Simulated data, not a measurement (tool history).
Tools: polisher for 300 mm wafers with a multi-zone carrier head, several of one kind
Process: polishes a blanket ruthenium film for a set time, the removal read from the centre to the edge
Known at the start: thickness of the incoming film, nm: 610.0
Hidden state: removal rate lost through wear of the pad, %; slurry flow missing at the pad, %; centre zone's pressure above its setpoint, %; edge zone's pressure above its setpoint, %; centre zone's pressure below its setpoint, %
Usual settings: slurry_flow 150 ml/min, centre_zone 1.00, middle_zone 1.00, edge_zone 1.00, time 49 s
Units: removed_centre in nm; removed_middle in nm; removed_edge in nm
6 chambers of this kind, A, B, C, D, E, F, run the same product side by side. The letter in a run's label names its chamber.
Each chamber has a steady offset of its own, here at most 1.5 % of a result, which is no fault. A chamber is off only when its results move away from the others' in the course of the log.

run   hour  slurry_flow  centre_zone  middle_zone  edge_zone  time  wafers polished on this pad  hours since the slurry nozzle was cleaned  hours since the centre zone pressure was calibrated  hours since the edge zone pressure was calibrated  removed_centre  removed_middle  removed_edge
       5.8  -- chamber D: centre zone pressure recalibrated
       6.3  -- chamber B: worn pad replaced by a new one
 1D    8.4          150         1.00         1.00       1.00    49                          825                                      562.9                                                  2.6                                               65.8          63.037          61.233        62.499
 2F   13.3          150         1.00         1.00       1.00    49                          308                                      342.1                                                113.1                                              574.0          62.413          60.987        62.348
 3B   22.5          150         1.00         1.00       1.00    49                          211                                      128.9                                                650.9                                              664.6          63.939          61.941        62.436
 4C   29.1          150         1.00         1.00       1.00    49                          500                                      310.8                                                702.9                                              130.5          61.905          63.230        63.203
 5A   37.1          150         1.00         1.00       1.00    49                          967                                      142.6                                                270.4                                              251.1          61.775          61.315        61.426
      39.7  -- chamber D: worn pad replaced by a new one
 6E   42.0          150         1.00         1.00       1.00    49                         1008                                      341.1                                                225.6                                              950.0          62.592          62.161        62.134
 7B   49.3          150         1.00         1.00       1.00    49                          560                                      155.7                                                677.7                                              691.4          63.475          62.060        63.113
 8E   53.4          150         1.00         0.96       1.00    39                         1156                                      352.5                                                237.0                                              961.4          50.139          47.657        49.714
      59.2  -- chamber A: worn pad replaced by a new one
 9D   60.6          150         1.00         0.96       1.00    39                          272                                      615.1                                                 54.8                                              118.0          50.850          48.511        49.785
10C   68.4          150         1.00         0.96       1.00    39                         1011                                      350.1                                                742.2                                              169.8          50.125          48.050        49.436
      72.9  -- chamber F: worn pad replaced by a new one
      75.6  -- chamber B: worn pad replaced by a new one
11A   77.4          150         1.00         0.96       1.00    39                          237                                      182.9                                                310.7                                              291.4          49.905          48.605        49.384
      82.1  -- chamber C: worn pad replaced by a new one
12F   85.3          150         1.00         0.96       1.00    39                          161                                      414.1                                                185.1                                              646.0          49.029          48.585        50.043
      91.9  -- chamber C: centre zone pressure recalibrated
13A   93.0          150         1.00         0.96       1.00    39                          440                                      198.5                                                326.3                                              307.0          49.158          48.610        48.812
14D   97.5          150         1.00         1.00       1.00    49                          752                                      652.0                                                 91.7                                              154.9          62.496          62.287        62.574
15F  105.5          150         1.00         1.00       1.00    49                          424                                      434.3                                                205.3                                              666.2          62.063          61.803        61.478
16E  110.2          150         1.00         1.00       1.00    49                         1895                                      409.3                                                293.8                                             1018.2          62.160          60.715        61.710
17B  116.2          150         1.00         1.00       1.00    49                          528                                      222.6                                                744.6                                              758.3          63.080          62.132        61.685
     122.5  -- chamber C: slurry nozzle cleaned
18C  123.8          150         1.00         1.00       1.00    49                          542                                        1.3                                                 32.0                                              225.2          63.913          63.970        62.788
19E  128.9          150         1.00         1.00       1.00    49                         2138                                      428.0                                                312.5                                             1036.9          61.382          62.396        60.926
     133.1  -- chamber D: slurry nozzle cleaned
20C  135.1          150         1.00         1.00       1.00    49                          689                                       12.6                                                 43.3                                              236.5          63.130          63.968        63.184
21F  141.1          150         1.00         1.00       1.00    49                          887                                      469.9                                                240.9                                              701.8          62.243          61.664        62.132
     142.1  -- chamber B: worn pad replaced by a new one
     144.6  -- chamber D: worn pad replaced by a new one
22B  148.2          150         1.00         1.00       1.05    33                           80                                      254.6                                                776.6                                              790.3          43.023          42.982        43.256
     148.3  -- chamber A: worn pad replaced by a new one
     150.7  -- chamber F: worn pad replaced by a new one
     156.0  -- chamber C: worn pad replaced by a new one
23A  157.0          150         1.00         1.00       1.05    33                          113                                      262.5                                                390.3                                              371.0          40.876          41.117        42.944
     165.5  -- chamber C: edge zone pressure recalibrated
24D  166.3          150         1.00         1.00       1.05    33                          282                                       33.2                                                160.5                                              223.7          41.570          42.077        42.907
25D  172.7          150         1.00         1.00       1.05    33                          365                                       39.6                                                166.9                                              230.1          42.949          42.116        42.793
26A  177.2          150         1.00         1.00       1.05    33                          376                                      282.7                                                410.5                                              391.2          42.027          41.105        42.802
27F  182.8          150         1.00         1.00       1.05    33                          417                                      511.6                                                282.6                                              743.5          40.906          42.326        43.286
28C  188.3          150         1.00         1.00       1.00    49                          420                                       65.8                                                 96.5                                               22.8          63.585          64.329        62.704
29E  192.6          150         1.00         1.00       1.00    49                         2967                                      491.7                                                376.2                                             1100.6          59.936          60.145        59.219
30B  197.4          185         0.96         1.00       1.00    49                          720                                      303.8                                                825.8                                              839.5          62.453          65.035        63.398
     200.6  -- chamber B: worn pad replaced by a new one
31D  201.6          185         0.96         1.00       1.00    49                          741                                       68.5                                                195.8                                              259.0          60.659          64.781        64.230
32E  211.1          185         0.96         1.00       1.00    49                         3207                                      510.2                                                394.7                                             1119.1          58.981          60.113        59.592
33F  219.2          185         0.96         1.00       1.00    49                          891                                      548.0                                                319.0                                              779.9          61.210          65.425        64.916
     220.0  -- chamber F: worn pad replaced by a new one
34A  227.8          185         0.96         1.00       1.00    49                         1034                                      333.3                                                461.1                                              441.8          61.492          63.598        63.009
     234.7  -- chamber D: worn pad replaced by a new one
35B  235.4          185         0.96         1.00       1.00    49                          452                                      341.8                                                863.8                                              877.5          63.324          65.156        65.594
     239.6  -- chamber C: worn pad replaced by a new one
36C  243.1          150         1.00         1.00       1.00    49                           46                                      120.6                                                151.3                                               77.6          62.211          62.469        62.995
     250.0  -- chamber A: worn pad replaced by a new one
37D  251.4          150         1.00         1.00       1.00    49                          217                                      118.3                                                245.6                                              308.8          62.183          62.550        62.372
     257.6  -- chamber F: slurry nozzle cleaned
38F  259.0          150         1.00         1.00       1.00    49                          508                                        1.4                                                358.8                                              819.7          62.403          60.968        62.285
     261.9  -- chamber A: edge zone pressure recalibrated
39A  266.9          150         1.00         1.00       1.00    49                          220                                      372.4                                                500.2                                                5.1          62.750          62.491        61.479

All 6 chambers run these settings next. Forecast each chamber's results:
40A  273.6          150         1.00         1.00       1.00    49                                                                                                                                                                                               ?               ?             ?
40B  273.6          150         1.00         1.00       1.00    49                                                                                                                                                                                               ?               ?             ?
40C  273.6          150         1.00         1.00       1.00    49                                                                                                                                                                                               ?               ?             ?
40D  273.6          150         1.00         1.00       1.00    49                                                                                                                                                                                               ?               ?             ?
40E  273.6          150         1.00         1.00       1.00    49                                                                                                                                                                                               ?               ?             ?
40F  273.6          150         1.00         1.00       1.00    49                                                                                                                                                                                               ?               ?             ?

run  removed_centre  removed_middle  removed_edge
40A          62.758          61.536        62.133
40B          63.734          62.426        63.172
40C          63.265          63.821        62.262
40D          61.607          62.353        62.877
40E          57.255          58.019        57.653
40F          61.720          60.031        63.016

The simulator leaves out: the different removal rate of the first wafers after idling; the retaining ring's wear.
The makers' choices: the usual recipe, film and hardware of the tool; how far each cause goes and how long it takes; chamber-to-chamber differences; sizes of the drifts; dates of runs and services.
